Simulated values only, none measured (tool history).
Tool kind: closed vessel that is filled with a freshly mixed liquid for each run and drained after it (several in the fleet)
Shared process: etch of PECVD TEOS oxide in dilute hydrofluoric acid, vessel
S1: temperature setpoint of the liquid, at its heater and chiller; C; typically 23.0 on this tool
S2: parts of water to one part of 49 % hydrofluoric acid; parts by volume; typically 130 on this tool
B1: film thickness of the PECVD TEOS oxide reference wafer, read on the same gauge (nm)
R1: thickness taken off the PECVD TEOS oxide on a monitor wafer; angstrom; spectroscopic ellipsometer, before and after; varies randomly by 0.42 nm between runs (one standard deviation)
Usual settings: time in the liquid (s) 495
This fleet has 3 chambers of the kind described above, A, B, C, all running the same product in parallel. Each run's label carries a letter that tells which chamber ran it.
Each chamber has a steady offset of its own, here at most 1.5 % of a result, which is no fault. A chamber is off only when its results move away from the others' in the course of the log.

{"run": "1C", "hour": 9.1, "S1": 23.0, "S2": 130, "time in the liquid (s)": 495, "B1": 49.997, "R1": 540.14}
{"run": "2B", "hour": 16.3, "S1": 23.0, "S2": 130, "time in the liquid (s)": 495, "B1": 50.026, "R1": 545.43}
{"run": "3A", "hour": 24.3, "S1": 23.0, "S2": 130, "time in the liquid (s)": 495, "B1": 49.996, "R1": 541.68}
{"run": "4B", "hour": 33.7, "S1": 23.0, "S2": 130, "time in the liquid (s)": 495, "B1": 50.004, "R1": 548.8}
{"run": "5C", "hour": 38.4, "S1": 23.0, "S2": 130, "time in the liquid (s)": 495, "B1": 49.995, "R1": 539.53}
{"hour": 41.3, "done": "chamber B: thermometer replaced"}
{"run": "6A", "hour": 45.5, "S1": 23.0, "S2": 130, "time in the liquid (s)": 495, "B1": 49.997, "R1": 543.18}
{"run": "7B", "hour": 55.1, "S1": 23.0, "S2": 130, "time in the liquid (s)": 495, "B1": 49.984, "R1": 541.15}
{"run": "8A", "hour": 62.3, "S1": 23.0, "S2": 130, "time in the liquid (s)": 495, "B1": 50.021, "R1": 533.64}
{"run": "9C", "hour": 68.2, "S1": 23.0, "S2": 130, "time in the liquid (s)": 495, "B1": 49.96, "R1": 543.67}
{"run": "10B", "hour": 75.5, "S1": 23.0, "S2": 130, "time in the liquid (s)": 495, "B1": 49.966, "R1": 534.93}
{"run": "11A", "hour": 83.5, "S1": 23.0, "S2": 130, "time in the liquid (s)": 495, "B1": 49.94, "R1": 548.79}
{"run": "12C", "hour": 90.4, "S1": 23.0, "S2": 130, "time in the liquid (s)": 495, "B1": 49.974, "R1": 538.02}
{"run": "13C", "hour": 95.4, "S1": 23.0, "S2": 190, "time in the liquid (s)": 670, "B1": 50.006, "R1": 470.52}
{"run": "14B", "hour": 103.8, "S1": 23.0, "S2": 190, "time in the liquid (s)": 670, "B1": 49.976, "R1": 451.8}
{"run": "15A", "hour": 112.8, "S1": 23.0, "S2": 190, "time in the liquid (s)": 670, "B1": 50.055, "R1": 458.29}
{"run": "16C", "hour": 119.7, "S1": 23.0, "S2": 130, "time in the liquid (s)": 240, "B1": 50.026, "R1": 265.84}
{"run": "17A", "hour": 128.7, "S1": 23.0, "S2": 130, "time in the liquid (s)": 240, "B1": 49.986, "R1": 262.09}
{"run": "18B", "hour": 138.6, "S1": 23.0, "S2": 130, "time in the liquid (s)": 240, "B1": 49.983, "R1": 251.26}
{"run": "19C", "hour": 147.9, "S1": 23.0, "S2": 130, "time in the liquid (s)": 495, "B1": 49.995, "R1": 538.21}
{"run": "20A", "hour": 153.7, "S1": 23.0, "S2": 130, "time in the liquid (s)": 495, "B1": 50.009, "R1": 546.58}
{"run": "21B", "hour": 162.6, "S1": 23.0, "S2": 130, "time in the liquid (s)": 495, "B1": 50.054, "R1": 510.55}
{"run": "22B", "hour": 169.6, "S1": 23.0, "S2": 130, "time in the liquid (s)": 495, "B1": 50.039, "R1": 504.8}
{"run": "23C", "hour": 179.7, "S1": 19.5, "S2": 130, "time in the liquid (s)": 495, "B1": 49.995, "R1": 467.3}
{"run": "24A", "hour": 187.0, "S1": 19.5, "S2": 130, "time in the liquid (s)": 495, "B1": 49.951, "R1": 465.28}
{"run": "25B", "hour": 194.3, "S1": 19.5, "S2": 130, "time in the liquid (s)": 495, "B1": 50.018, "R1": 435.36}

The same settings go to every chamber for the next run, one line per chamber below. Forecast the results for each:
{"run": "26A", "hour": 201.5, "S1": 23.0, "S2": 105, "time in the liquid (s)": 495, "R1": "?"}
{"run": "26B", "hour": 201.5, "S1": 23.0, "S2": 105, "time in the liquid (s)": 495, "R1": "?"}
{"run": "26C", "hour": 201.5, "S1": 23.0, "S2": 105, "time in the liquid (s)": 495, "R1": "?"}

run=26A R1=678.57
run=26B R1=640.25
run=26C R1=700.86
